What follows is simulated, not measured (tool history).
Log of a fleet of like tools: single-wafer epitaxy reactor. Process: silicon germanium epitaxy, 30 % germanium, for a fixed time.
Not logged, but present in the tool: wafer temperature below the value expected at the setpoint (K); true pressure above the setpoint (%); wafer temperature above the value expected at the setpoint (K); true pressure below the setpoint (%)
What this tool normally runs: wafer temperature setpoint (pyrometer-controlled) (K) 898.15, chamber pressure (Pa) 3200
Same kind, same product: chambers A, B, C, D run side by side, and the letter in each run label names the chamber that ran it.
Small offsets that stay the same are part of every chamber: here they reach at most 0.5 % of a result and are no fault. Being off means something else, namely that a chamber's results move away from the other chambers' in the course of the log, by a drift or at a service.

run	day	wafer temperature setpoint (pyrometer-controlled) (K)	chamber pressure (Pa)	hours since the last pyrometer calibration	hours since the last manometer calibration	read-back reference wafer on the same gauge, thickness_nm	mean film thickness on the monitor wafer (nm)
1A	0.108	898.15	3200	196.1	287.8	97.05	98.924
2D	0.238	898.15	3200	9.5	586.6	97.175	98.914
3C	0.375	898.15	3200	487.1	1571.5	97.157	99.423
4B	0.467	898.15	3200	219.8	1858.2	97.266	98.508
5A	0.583	898.15	3200	207.5	299.2	97.119	98.666
6D	0.746	898.15	3200	21.7	598.8	97.192	99.15
7C	0.904	898.15	3200	499.8	1584.2	97.208	98.545
8B	0.992	898.15	3200	232.4	1870.8	97.144	99.006
9A	1.129	898.15	3200	220.6	312.3	97.117	98.308
10C	1.221	898.15	3200	507.4	1591.8	97.12	98.995
11B	1.329	898.15	3200	240.5	1878.9	97.156	98.969
12D	1.404	898.15	3200	37.5	614.6	97.16	98.723
13B	1.575	898.15	3200	246.4	1884.8	97.266	99.871
14D	1.733	898.15	3200	45.4	622.5	97.29	99.029
15A	1.821	885.15	3733	237.2	328.9	97.238	83.794
16C	1.967	885.15	3733	525.3	1609.7	97.149	83.603
17D	2.108	885.15	3733	54.4	631.5	97.283	83.998
18B	2.208	885.15	3733	261.6	1900	97.278	84.256
19A	2.312	904.15	3680	249	340.7	97.11	114.7
20C	2.454	904.15	3680	537	1621.4	97.204	116.34
21A	2.55	904.15	3680	254.7	346.4	97.164	115.99
22B	2.662	904.15	3680	272.5	1910.9	97.134	117.25
23D	2.821	898.15	3200	71.5	648.6	97.299	99.383
24C	2.938	898.15	3200	548.6	1633	97.163	99.308
25B	3.092	898.15	3200	282.8	1921.2	97.25	99.561
26D	3.192	898.15	3200	80.4	657.5	97.279	99.015
27A	3.283	898.15	3200	272.3	364	97.235	98.561
28C	3.412	898.15	3200	560	1644.4	97.083	99.199
29A	3.525	898.15	3200	278.1	369.8	97.162	98.617
30B	3.692	898.15	3200	297.2	1935.6	97.188	100.36
31C	3.808	898.15	3200	569.5	1653.9	97.209	98.826
32D	3.946	898.15	3200	98.5	675.6	97.234	99.144
33A	4.092	898.15	3200	291.7	383.4	97.167	97.718
34B	4.242	898.15	3200	310.4	1948.8	97.177	100.57
35C	4.375	898.15	3200	583.1	1667.5	97.327	99.02

Next, all 4 chambers run the settings below, one line each with question marks for the results. What does each chamber give?
36A	4.5	898.15	3200				?
36B	4.5	898.15	3200				?
36C	4.5	898.15	3200				?
36D	4.5	898.15	3200				?

run	mean film thickness on the monitor wafer (nm)
36A	98.675
36B	100.81
36C	98.91
36D	99.372
